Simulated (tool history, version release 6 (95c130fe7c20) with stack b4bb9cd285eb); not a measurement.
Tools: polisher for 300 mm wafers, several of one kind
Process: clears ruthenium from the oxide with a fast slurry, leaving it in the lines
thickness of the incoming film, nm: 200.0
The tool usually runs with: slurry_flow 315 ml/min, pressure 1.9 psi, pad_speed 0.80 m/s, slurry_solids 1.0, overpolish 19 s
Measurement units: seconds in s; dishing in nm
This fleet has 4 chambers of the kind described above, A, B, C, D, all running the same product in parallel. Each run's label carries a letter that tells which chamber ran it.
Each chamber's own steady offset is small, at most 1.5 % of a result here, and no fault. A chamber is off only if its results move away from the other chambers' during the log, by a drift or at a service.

Run 1A, hour 2.5: usual settings. Result: seconds 107.05 s, dishing 26.988 nm.
Run 2D, hour 6.7: usual settings. Result: seconds 108.57 s, dishing 26.462 nm.
At hour 9.2: chamber B: worn pad replaced by a new one.
Run 3C, hour 9.6: usual settings. Result: seconds 105.70 s, dishing 28.833 nm.
Run 4B, hour 12.6: usual settings. Result: seconds 107.20 s, dishing 28.608 nm.
Run 5C, hour 15.4: usual settings. Result: seconds 107.99 s, dishing 27.757 nm.
At hour 16.8: chamber D: worn pad replaced by a new one.
Run 6A, hour 17.5: usual settings but pad_speed 0.68 m/s. Result: seconds 126.02 s, dishing 24.573 nm.
Run 7B, hour 19.6: usual settings but pad_speed 0.68 m/s. Result: seconds 127.62 s, dishing 24.149 nm.
Run 8D, hour 22.7: usual settings but pad_speed 0.68 m/s. Result: seconds 126.61 s, dishing 23.807 nm.
Run 9A, hour 25.5: usual settings but pad_speed 0.68 m/s. Result: seconds 124.11 s, dishing 24.096 nm.
Run 10D, hour 28.9: usual settings. Result: seconds 110.03 s, dishing 28.253 nm.
Run 11B, hour 32.0: usual settings. Result: seconds 105.04 s, dishing 28.673 nm.
Run 12C, hour 35.9: usual settings but slurry_solids 0.7. Result: seconds 133.59 s, dishing 23.306 nm.
Run 13A, hour 39.1: usual settings but slurry_solids 0.7. Result: seconds 130.30 s, dishing 24.144 nm.
At hour 40.3: chamber C: worn pad replaced by a new one.
Run 14C, hour 42.2: usual settings but slurry_solids 0.7. Result: seconds 136.36 s, dishing 22.078 nm.
At hour 42.5: chamber C: slurry nozzle cleaned.
At hour 42.7: chamber A: worn pad replaced by a new one.
Run 15B, hour 44.7: usual settings but slurry_solids 0.7. Result: seconds 128.01 s, dishing 25.306 nm.
Run 16D, hour 47.1: usual settings. Result: seconds 107.74 s, dishing 28.688 nm.
Run 17D, hour 50.9: usual settings. Result: seconds 108.11 s, dishing 27.292 nm.
Run 18C, hour 52.8: usual settings. Result: seconds 115.84 s, dishing 26.206 nm.
Run 19B, hour 56.7: usual settings. Result: seconds 107.57 s, dishing 27.927 nm.
Run 20A, hour 59.3: usual settings. Result: seconds 110.31 s, dishing 28.784 nm.
Run 21D, hour 63.4: usual settings. Result: seconds 108.62 s, dishing 27.968 nm.
Run 22C, hour 67.1: usual settings. Result: seconds 114.84 s, dishing 26.450 nm.
Run 23A, hour 70.5: usual settings. Result: seconds 109.86 s, dishing 27.611 nm.
Run 24B, hour 72.4: usual settings. Result: seconds 107.60 s, dishing 27.920 nm.
Run 25D, hour 75.2: usual settings. Result: seconds 110.49 s, dishing 26.676 nm.
Run 26C, hour 79.0: usual settings. Result: seconds 118.37 s, dishing 25.726 nm.
Run 27A, hour 83.3: usual settings. Result: seconds 107.45 s, dishing 28.055 nm.
Run 28B, hour 85.3: usual settings. Result: seconds 107.17 s, dishing 28.167 nm.
Run 29B, hour 87.6: usual settings. Result: seconds 103.44 s, dishing 28.808 nm.

One chamber off, gauge drift, or nothing amiss beyond the chambers' own small offsets? If it is a chamber, which one, and what is the likeliest cause?

It is chamber C that slowly wanders off from its peers.
Cause: abrasive missing from the slurry, % = 19.9.
It could be hard to tell apart here from: head's pressure below its setpoint, %.

Which of the 4 candidates below, each the usual settings with something changed and its results left as question marks, puts chamber C back in line with what the other chambers give on the usual settings?
Allowed miss from the other chambers' usual-settings mean, per result, to count as in line: seconds 5.300 s; dishing 2.400 nm
Run 30C-1, hour 90.8: usual settings but slurry_flow 320 ml/min, pressure 2.1 psi, pad_speed 0.88 m/s, slurry_solids 1.05. Result: seconds ?, dishing ?.
Run 30C-2, hour 90.8: usual settings but pressure 2.0 psi, pad_speed 0.84 m/s. Result: seconds ?, dishing ?.
Run 30C-3, hour 90.8: usual settings but pressure 1.8 psi, pad_speed 0.76 m/s. Result: seconds ?, dishing ?.
Run 30C-4, hour 90.8: usual settings but pressure 1.7 psi, pad_speed 0.74 m/s, slurry_solids 0.95, overpolish 20 s. Result: seconds ?, dishing ?.

The other chambers' mean on the usual settings: seconds 107.940 s; dishing 27.936 nm
  run  seconds  dishing
30C-1   96.011   31.525
30C-2  108.300   28.427
30C-3  132.770   23.769
30C-4  148.160   22.561
30C-2 is the one that brings the chamber's results back in line with the other chambers.
